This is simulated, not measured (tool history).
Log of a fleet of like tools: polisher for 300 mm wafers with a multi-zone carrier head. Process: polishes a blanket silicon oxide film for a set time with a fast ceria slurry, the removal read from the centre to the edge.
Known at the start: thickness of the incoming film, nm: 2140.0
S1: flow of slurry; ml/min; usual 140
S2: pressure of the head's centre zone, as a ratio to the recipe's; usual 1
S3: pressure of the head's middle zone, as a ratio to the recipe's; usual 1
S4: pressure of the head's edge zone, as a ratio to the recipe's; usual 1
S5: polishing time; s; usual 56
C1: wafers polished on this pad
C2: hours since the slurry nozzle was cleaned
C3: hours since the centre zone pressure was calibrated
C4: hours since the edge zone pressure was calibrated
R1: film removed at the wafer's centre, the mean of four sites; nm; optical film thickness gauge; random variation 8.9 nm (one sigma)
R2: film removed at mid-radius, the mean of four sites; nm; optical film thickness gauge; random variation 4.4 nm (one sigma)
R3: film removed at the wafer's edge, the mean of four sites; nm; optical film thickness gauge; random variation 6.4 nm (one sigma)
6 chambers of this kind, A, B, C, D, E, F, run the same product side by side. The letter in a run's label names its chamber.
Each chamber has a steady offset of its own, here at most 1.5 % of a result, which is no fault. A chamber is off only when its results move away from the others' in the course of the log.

run,hour,S1,S2,S3,S4,S5,C1,C2,C3,C4,R1,R2,R3
# hour 4.1: chamber D: slurry nozzle cleaned
1D,11.1,140,1,1,1,56,878,7.1,974.9,793.6,633.93,636.85,642.31
# hour 17.7: chamber B: worn pad replaced by a new one
2E,20.8,140,1,1,1,56,692,33.6,60,1041,631.37,644.52,639.08
# hour 22.6: chamber D: worn pad replaced by a new one
3B,29.5,140,1,1,1,56,122,588.1,420.2,946.1,629.03,644.28,646.01
# hour 38.9: chamber F: worn pad replaced by a new one
# hour 41: chamber E: worn pad replaced by a new one
4F,43.7,140,1,1,1,56,49,714.2,211.5,482.5,630.7,642.19,650.6
5A,53.3,140,1,1,1,65,909,385.2,411.9,419.8,751.01,760.44,743.59
6C,63,140,1,1,1,65,756,120.1,415.9,570.4,738.41,745.16,750.58
7C,77.7,140,1,1,1,65,908,134.8,430.6,585.1,732.36,742.07,728.4
8A,87.7,140,1,1,1,65,1264,419.6,446.3,454.2,735.99,746.66,732.74
9D,99.8,140,1,1,1,65,799,95.8,1063.6,882.3,739.08,744.21,742.83
# hour 109.1: chamber D: worn pad replaced by a new one
10E,111.7,140,1,1,1,65,731,124.5,150.9,1131.9,740.14,728.84,748.23
# hour 112: chamber A: worn pad replaced by a new one
# hour 112.6: chamber B: centre zone pressure recalibrated
# hour 114: chamber C: worn pad replaced by a new one
11F,122.3,140,1,1,1,56,862,792.8,290.1,561.1,625.6,646.57,634.93
# hour 129.4: chamber B: worn pad replaced by a new one
12B,130,140,1,1,1,56,6,688.6,17.4,1046.6,626.27,631.62,639.27
# hour 134.7: chamber A: centre zone pressure recalibrated
13C,145.2,140,1,1,1,56,323,202.3,498.1,652.6,642.31,634.9,640.33
# hour 148.5: chamber B: slurry nozzle cleaned
# hour 153.1: chamber E: worn pad replaced by a new one
14A,160.3,140,1,1,1,56,500,492.2,25.7,526.8,643.53,644.71,626.45
# hour 166.7: chamber F: centre zone pressure recalibrated
15F,173.7,140,1,1,1,56,1394,844.2,7,612.5,631.61,648.25,632.69
# hour 174: chamber A: slurry nozzle cleaned
# hour 177.7: chamber F: slurry nozzle cleaned
16D,184.2,140,1,1,1,56,777,180.2,1148,966.7,635.04,639.29,639.49
# hour 186.7: chamber F: worn pad replaced by a new one
17E,198.6,140,1,1,1,56,471,211.4,237.8,1218.8,627.36,642.85,653.8
18B,211.7,140,1,1,1,56,852,63.3,99.1,1128.3,615.7,634.66,637.05
# hour 212.3: chamber D: worn pad replaced by a new one
19F,225.5,140,1,1,1,56,401,47.8,58.8,664.3,640.25,640.05,635.49
# hour 228.1: chamber D: centre zone pressure recalibrated
20B,236.9,140,1,1,1,56,1112,88.5,124.3,1153.5,631.23,641.96,633.04
# hour 238.6: chamber A: worn pad replaced by a new one
# hour 238.7: chamber C: worn pad replaced by a new one
21D,249.3,140,1,1,1,56,382,245.3,21.3,1031.8,641.96,647.72,642.1
# hour 254.3: chamber B: worn pad replaced by a new one
# hour 257.8: chamber E: worn pad replaced by a new one
22E,262.4,140,1,1,1,56,47,275.2,301.6,1282.6,633.94,647.44,642.53
# hour 262.8: chamber E: edge zone pressure recalibrated
23C,269.6,140,1,1,1,56,320,326.7,622.5,777,635.2,636.65,644.68
24A,280.1,140,1,1,1,56,430,106.2,145.5,646.6,629.65,647.19,623.02
25D,293.3,140,1,1,1,56,838,289.3,65.3,1075.8,623.79,638.84,630.65
26E,300.3,115,1,1,1,41,439,313.1,339.5,37.5,441.15,451.8,470.41
# hour 306: chamber D: worn pad replaced by a new one
27B,312.8,115,1,1,1,41,605,164.4,200.2,1229.4,445.43,445.18,453.37
# hour 313.1: chamber F: worn pad replaced by a new one
28A,321.2,115,1,1,1,41,855,147.3,186.6,687.7,447.12,452.45,449.25
29C,333.9,115,1,1,1,41,985,391,686.8,841.3,447.37,444.74,453.48
30F,341.8,115,1,1,1,41,296,164.1,175.1,780.6,446.31,456.05,445.46
31E,354,115,1,1,1,41,995,366.8,393.2,91.2,450.04,450.2,459.28
32B,368.3,140,1,1,1,56,1180,219.9,255.7,1284.9,638.59,645.69,656.78
# hour 381.1: chamber B: worn pad replaced by a new one
33C,383.5,140,1,1,1,56,1498,440.6,736.4,890.9,647.93,636.84,639.84
# hour 396.1: chamber A: worn pad replaced by a new one
34D,398.4,140,1,1,1,56,956,394.4,170.4,1180.9,634.2,644.37,645.74
# hour 399: chamber C: worn pad replaced by a new one
35F,407.1,140,1,1,1.12,72,972,229.4,240.4,845.9,822.86,827.75,853.58
36A,417.4,140,1,1,1.12,72,221,243.5,282.8,783.9,827.26,825.73,867.28
37A,430.1,140,1,1,1.12,72,352,256.2,295.5,796.6,828.09,829.23,878.37
38F,444.3,140,1,1,1.12,72,1357,266.6,277.6,883.1,818,827.04,869.01
39C,451.2,140,1,1,1.12,72,540,508.3,804.1,958.6,825.81,829.36,859.42
40B,466.2,140,1,1,1.12,72,880,317.8,353.6,1382.8,822.41,819.01,875.46

Is one chamber off against the others, does the gauge drift, or is nothing wrong? If a chamber is off, say which, and what the likeliest cause is.

No chamber stands off beyond its own small offset, and the gauge holds steady.

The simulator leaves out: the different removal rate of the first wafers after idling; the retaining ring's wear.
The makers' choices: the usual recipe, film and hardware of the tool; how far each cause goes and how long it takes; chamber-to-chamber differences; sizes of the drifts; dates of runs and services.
